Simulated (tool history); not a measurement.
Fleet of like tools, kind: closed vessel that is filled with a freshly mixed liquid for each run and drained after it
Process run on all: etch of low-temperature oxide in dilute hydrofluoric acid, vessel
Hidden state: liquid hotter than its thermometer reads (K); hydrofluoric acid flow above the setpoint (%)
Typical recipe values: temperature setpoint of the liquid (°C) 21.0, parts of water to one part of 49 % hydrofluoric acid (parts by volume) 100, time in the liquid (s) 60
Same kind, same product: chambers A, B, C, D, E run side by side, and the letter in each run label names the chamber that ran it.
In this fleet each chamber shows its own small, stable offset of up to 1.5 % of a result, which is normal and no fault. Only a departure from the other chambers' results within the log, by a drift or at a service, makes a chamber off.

| run | hour | temperature setpoint of the liquid (°C) | parts of water to one part of 49 % hydrofluoric acid (parts by volume) | time in the liquid (s) | hours since the thermometer was replaced | hours since the hydrofluoric acid flow meter was replaced | read-back film thickness of the low-temperature oxide reference wafer, read on the same gauge (nm) | thickness taken off the low-temperature oxide on a monitor wafer (nm) |
|---|---|---|---|---|---|---|---|---|
| 1D | 3.7 | 21.0 | 100 | 60 | 388.8 | 874.0 | 80.027 | 11.6920 |
| 2A | 8.5 | 21.0 | 100 | 60 | 376.0 | 209.9 | 79.978 | 11.8630 |
| 3C | 12.6 | 21.0 | 100 | 60 | 1318.2 | 1705.9 | 79.964 | 11.8510 |
| 4B | 16.5 | 21.0 | 100 | 60 | 1061.4 | 232.6 | 80.000 | 11.5890 |
| 5E | 22.1 | 25.5 | 60 | 60 | 655.2 | 377.6 | 80.032 | 25.1160 |
| 6E | 26.5 | 25.5 | 60 | 60 | 659.6 | 382.0 | 79.988 | 24.9460 |
| 7D | 31.9 | 25.5 | 60 | 60 | 417.0 | 902.2 | 80.016 | 24.7460 |
| 8A | 36.9 | 25.5 | 60 | 60 | 404.4 | 238.3 | 80.045 | 25.1420 |
| 9B | 40.7 | 25.5 | 60 | 60 | 1085.6 | 256.8 | 80.029 | 24.5200 |
| 10C | 46.1 | 21.0 | 100 | 60 | 1351.7 | 1739.4 | 79.972 | 11.9840 |
| 11B | 51.9 | 21.0 | 100 | 60 | 1096.8 | 268.0 | 79.999 | 11.6450 |
| 12A | 55.2 | 21.0 | 100 | 60 | 422.7 | 256.6 | 79.995 | 11.9480 |
| 13D | 58.5 | 21.0 | 100 | 60 | 443.6 | 928.8 | 80.032 | 11.8350 |
| 14C | 63.0 | 21.0 | 100 | 60 | 1368.6 | 1756.3 | 79.970 | 12.0030 |
| 15E | 68.3 | 17.5 | 100 | 60 | 701.4 | 423.8 | 80.002 | 10.3420 |
| 16A | 73.8 | 17.5 | 100 | 60 | 441.3 | 275.2 | 80.011 | 10.3510 |
| 17E | 79.0 | 17.5 | 100 | 60 | 712.1 | 434.5 | 80.010 | 10.2720 |
| 18C | 82.7 | 17.5 | 100 | 60 | 1388.3 | 1776.0 | 80.026 | 10.3380 |
| 19B | 86.8 | 17.5 | 100 | 60 | 1131.7 | 302.9 | 79.969 | 10.0910 |
| 20D | 90.7 | 21.0 | 100 | 60 | 475.8 | 961.0 | 80.002 | 11.9080 |
| 21B | 94.3 | 21.0 | 100 | 60 | 1139.2 | 310.4 | 79.977 | 11.6660 |
| 22E | 99.2 | 21.0 | 100 | 60 | 732.3 | 454.7 | 80.009 | 11.9250 |
| 23A | 105.4 | 21.0 | 100 | 60 | 472.9 | 306.8 | 80.012 | 12.2420 |
| 24C | 112.3 | 21.0 | 100 | 60 | 1417.9 | 1805.6 | 79.954 | 11.9710 |
| 25D | 116.4 | 21.0 | 100 | 60 | 501.5 | 986.7 | 79.992 | 11.8170 |
| 26E | 121.6 | 21.0 | 100 | 60 | 754.7 | 477.1 | 79.995 | 12.0190 |
|  | 122.3 | chamber E: hydrofluoric acid flow meter replaced |
| 27B | 126.2 | 21.0 | 100 | 60 | 1171.1 | 342.3 | 79.985 | 11.6720 |
| 28A | 131.6 | 21.0 | 100 | 60 | 499.1 | 333.0 | 80.052 | 12.1830 |
| 29D | 137.8 | 21.0 | 100 | 60 | 522.9 | 1008.1 | 79.951 | 11.8450 |
| 30C | 141.1 | 21.0 | 100 | 60 | 1446.7 | 1834.4 | 79.965 | 11.8870 |
| 31B | 144.9 | 17.0 | 100 | 60 | 1189.8 | 361.0 | 79.980 | 9.8509 |
|  | 145.7 | chamber B: thermometer replaced |
| 32E | 149.6 | 17.0 | 100 | 60 | 782.7 | 27.3 | 79.976 | 10.1010 |
| 33C | 153.3 | 17.0 | 100 | 60 | 1458.9 | 1846.6 | 80.023 | 10.2400 |
| 34D | 158.9 | 17.0 | 100 | 60 | 544.0 | 1029.2 | 80.026 | 10.0520 |
| 35A | 163.1 | 17.0 | 100 | 60 | 530.6 | 364.5 | 80.076 | 10.4720 |
| 36D | 166.5 | 21.0 | 100 | 60 | 551.6 | 1036.8 | 80.023 | 11.8610 |
|  | 166.8 | chamber A: thermometer replaced |
| 37B | 172.4 | 21.0 | 100 | 60 | 26.7 | 388.5 | 79.963 | 11.7390 |
| 38A | 177.1 | 21.0 | 100 | 60 | 10.3 | 378.5 | 80.020 | 12.2990 |

Which is it: a chamber that has drifted or been left off by a service, a gauge drift common to all chambers, or only each chamber's usual small offset? If a chamber is off, name it and its likeliest cause.

Chamber A drifts away from the others.
What lies behind it: hydrofluoric acid flow above the setpoint (%) = 4.35.

Here are 4 candidates for chamber A's next run, each the usual settings with a change, their results left as question marks. Which one brings its results back in line with what the others give on the usual settings?
In line here means within this much of the mean the other chambers give on the usual settings: thickness taken off the low-temperature oxide on a monitor wafer (nm) 0.2400
| 39A-1 | 182.3 | 20.0 | 100 | 60 |  |  |  | ? |
| 39A-2 | 182.3 | 22.0 | 100 | 60 |  |  |  | ? |
| 39A-3 | 182.3 | 23.0 | 100 | 60 |  |  |  | ? |
| 39A-4 | 182.3 | 21.0 | 100 | 55 |  |  |  | ? |

The other chambers' mean on the usual settings: thickness taken off the low-temperature oxide on a monitor wafer (nm) 11.8340
| run | thickness taken off the low-temperature oxide on a monitor wafer (nm) |
|---|---|
| 39A-1 | 11.9100 |
| 39A-2 | 12.9030 |
| 39A-3 | 13.4280 |
| 39A-4 | 11.3660 |
Change 39A-1 lands the chamber within the allowed miss of the other chambers.

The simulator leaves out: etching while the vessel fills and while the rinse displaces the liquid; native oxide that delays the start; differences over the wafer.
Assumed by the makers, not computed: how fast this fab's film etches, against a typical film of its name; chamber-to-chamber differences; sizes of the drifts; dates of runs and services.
